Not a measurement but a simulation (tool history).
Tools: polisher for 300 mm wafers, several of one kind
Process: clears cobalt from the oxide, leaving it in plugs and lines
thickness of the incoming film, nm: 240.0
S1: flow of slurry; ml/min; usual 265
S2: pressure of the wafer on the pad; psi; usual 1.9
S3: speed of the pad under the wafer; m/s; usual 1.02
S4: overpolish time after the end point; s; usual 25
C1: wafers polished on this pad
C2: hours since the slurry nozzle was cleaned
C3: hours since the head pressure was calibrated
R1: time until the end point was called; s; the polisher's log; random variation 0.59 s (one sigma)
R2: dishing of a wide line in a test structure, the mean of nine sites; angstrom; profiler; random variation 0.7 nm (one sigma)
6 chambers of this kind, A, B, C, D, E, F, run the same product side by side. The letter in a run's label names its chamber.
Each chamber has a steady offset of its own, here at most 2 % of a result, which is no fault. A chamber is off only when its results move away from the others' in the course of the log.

| run | hour | S1 | S2 | S3 | S4 | C1 | C2 | C3 | R1 | R2 |
|---|---|---|---|---|---|---|---|---|---|---|
|  | 2.6 | chamber A: worn pad replaced by a new one |
| 1E | 8.3 | 265 | 1.9 | 1.02 | 25 | 725 | 79.4 | 20.6 | 41.237 | 613.83 |
| 2C | 17.1 | 265 | 1.9 | 1.02 | 25 | 219 | 340.6 | 294.7 | 40.004 | 605.14 |
|  | 22.9 | chamber D: worn pad replaced by a new one |
| 3F | 25.3 | 265 | 1.9 | 1.02 | 25 | 298 | 160.4 | 150.3 | 40.405 | 610.29 |
| 4B | 35.4 | 265 | 1.9 | 1.02 | 25 | 793 | 313.2 | 493.8 | 40.224 | 616.95 |
| 5A | 42.6 | 265 | 1.9 | 1.02 | 25 | 271 | 194.6 | 193.7 | 41.958 | 600.50 |
| 6D | 49.9 | 265 | 2.1 | 1.02 | 37 | 183 | 230.7 | 321.0 | 37.589 | 668.99 |
|  | 57.7 | chamber E: worn pad replaced by a new one |
| 7D | 62.3 | 265 | 2.1 | 1.02 | 37 | 267 | 243.1 | 333.4 | 36.564 | 676.14 |
| 8B | 70.5 | 265 | 2.1 | 1.02 | 37 | 1031 | 348.3 | 528.9 | 36.680 | 678.13 |
|  | 80.6 | chamber C: head pressure recalibrated |
| 9A | 81.3 | 265 | 2.1 | 1.02 | 37 | 534 | 233.3 | 232.4 | 36.959 | 678.67 |
|  | 82.8 | chamber A: worn pad replaced by a new one |
| 10C | 91.5 | 265 | 2.1 | 1.02 | 37 | 724 | 415.0 | 11.0 | 35.995 | 678.96 |
|  | 96.2 | chamber C: worn pad replaced by a new one |
| 11E | 97.3 | 265 | 2.1 | 1.02 | 37 | 268 | 168.4 | 109.6 | 37.802 | 672.97 |
| 12F | 105.2 | 265 | 1.9 | 1.02 | 25 | 840 | 240.3 | 230.2 | 40.882 | 606.71 |
|  | 107.5 | chamber F: worn pad replaced by a new one |
|  | 109.7 | chamber B: worn pad replaced by a new one |
| 13F | 111.0 | 265 | 1.9 | 1.02 | 25 | 23 | 246.1 | 236.0 | 41.281 | 598.96 |
| 14D | 122.6 | 265 | 1.9 | 1.02 | 25 | 676 | 303.4 | 393.7 | 40.817 | 603.41 |
| 15B | 128.7 | 265 | 1.9 | 1.02 | 25 | 129 | 406.5 | 587.1 | 41.276 | 605.09 |
| 16A | 140.7 | 265 | 1.9 | 1.02 | 25 | 393 | 292.7 | 291.8 | 40.269 | 612.28 |
| 17E | 147.8 | 265 | 1.9 | 1.02 | 25 | 611 | 218.9 | 160.1 | 39.985 | 608.07 |
| 18C | 158.7 | 265 | 1.9 | 1.02 | 25 | 424 | 482.2 | 78.2 | 40.681 | 606.39 |
|  | 158.9 | chamber A: worn pad replaced by a new one |
| 19D | 166.5 | 265 | 1.9 | 1.02 | 25 | 974 | 347.3 | 437.6 | 40.412 | 615.71 |
| 20A | 175.5 | 265 | 1.9 | 1.02 | 25 | 112 | 327.5 | 326.6 | 41.211 | 611.87 |
|  | 182.6 | chamber B: head pressure recalibrated |
| 21C | 184.9 | 265 | 1.9 | 1.02 | 25 | 602 | 508.4 | 104.4 | 41.095 | 624.67 |
|  | 193.7 | chamber E: slurry nozzle cleaned |
| 22E | 196.7 | 175 | 1.9 | 1.02 | 25 | 943 | 3.0 | 209.0 | 42.280 | 599.04 |
|  | 205.2 | chamber C: worn pad replaced by a new one |
| 23F | 208.4 | 175 | 1.9 | 1.02 | 25 | 684 | 343.5 | 333.4 | 42.237 | 594.25 |
| 24B | 217.7 | 175 | 1.9 | 1.02 | 25 | 733 | 495.5 | 35.1 | 43.293 | 607.50 |
| 25F | 226.1 | 175 | 1.9 | 1.02 | 25 | 804 | 361.2 | 351.1 | 44.407 | 592.69 |
|  | 227.2 | chamber E: worn pad replaced by a new one |
|  | 231.1 | chamber D: worn pad replaced by a new one |
| 26B | 235.4 | 175 | 1.9 | 1.02 | 25 | 853 | 513.2 | 52.8 | 44.013 | 598.92 |
|  | 238.9 | chamber F: worn pad replaced by a new one |
|  | 239.0 | chamber A: worn pad replaced by a new one |
| 27D | 243.7 | 175 | 1.9 | 1.02 | 25 | 85 | 424.5 | 514.8 | 43.264 | 598.91 |
|  | 247.8 | chamber C: slurry nozzle cleaned |
| 28A | 254.2 | 265 | 1.9 | 1.02 | 25 | 103 | 406.2 | 405.3 | 40.816 | 596.24 |
| 29E | 260.4 | 265 | 1.9 | 1.02 | 25 | 225 | 66.7 | 272.7 | 41.082 | 600.57 |
| 30C | 267.8 | 265 | 1.9 | 1.02 | 25 | 425 | 20.1 | 187.3 | 41.003 | 609.59 |
| 31E | 275.3 | 265 | 1.9 | 1.02 | 25 | 326 | 81.6 | 287.6 | 41.120 | 608.16 |
| 32B | 284.6 | 265 | 1.9 | 1.02 | 25 | 1186 | 562.4 | 102.0 | 40.002 | 600.53 |
| 33F | 296.2 | 265 | 1.9 | 1.28 | 38 | 389 | 431.3 | 421.2 | 32.666 | 665.58 |
| 34D | 306.6 | 265 | 1.9 | 1.28 | 38 | 512 | 487.4 | 577.7 | 32.998 | 673.19 |
|  | 307.1 | chamber A: worn pad replaced by a new one |
|  | 314.6 | chamber C: worn pad replaced by a new one |
| 35A | 318.8 | 265 | 1.9 | 1.28 | 38 | 79 | 470.8 | 469.9 | 32.021 | 682.83 |
| 36C | 327.0 | 265 | 1.9 | 1.28 | 38 | 84 | 79.3 | 246.5 | 31.695 | 674.41 |
| 37F | 339.8 | 265 | 1.9 | 1.28 | 38 | 685 | 474.9 | 464.8 | 32.193 | 675.80 |
| 38A | 347.3 | 265 | 1.9 | 1.28 | 38 | 273 | 499.3 | 498.4 | 32.597 | 682.51 |

Is one chamber off against the others, does the gauge drift, or is nothing wrong? If a chamber is off, say which, and what the likeliest cause is.

No chamber stands off beyond its own small offset, and the gauge holds steady.
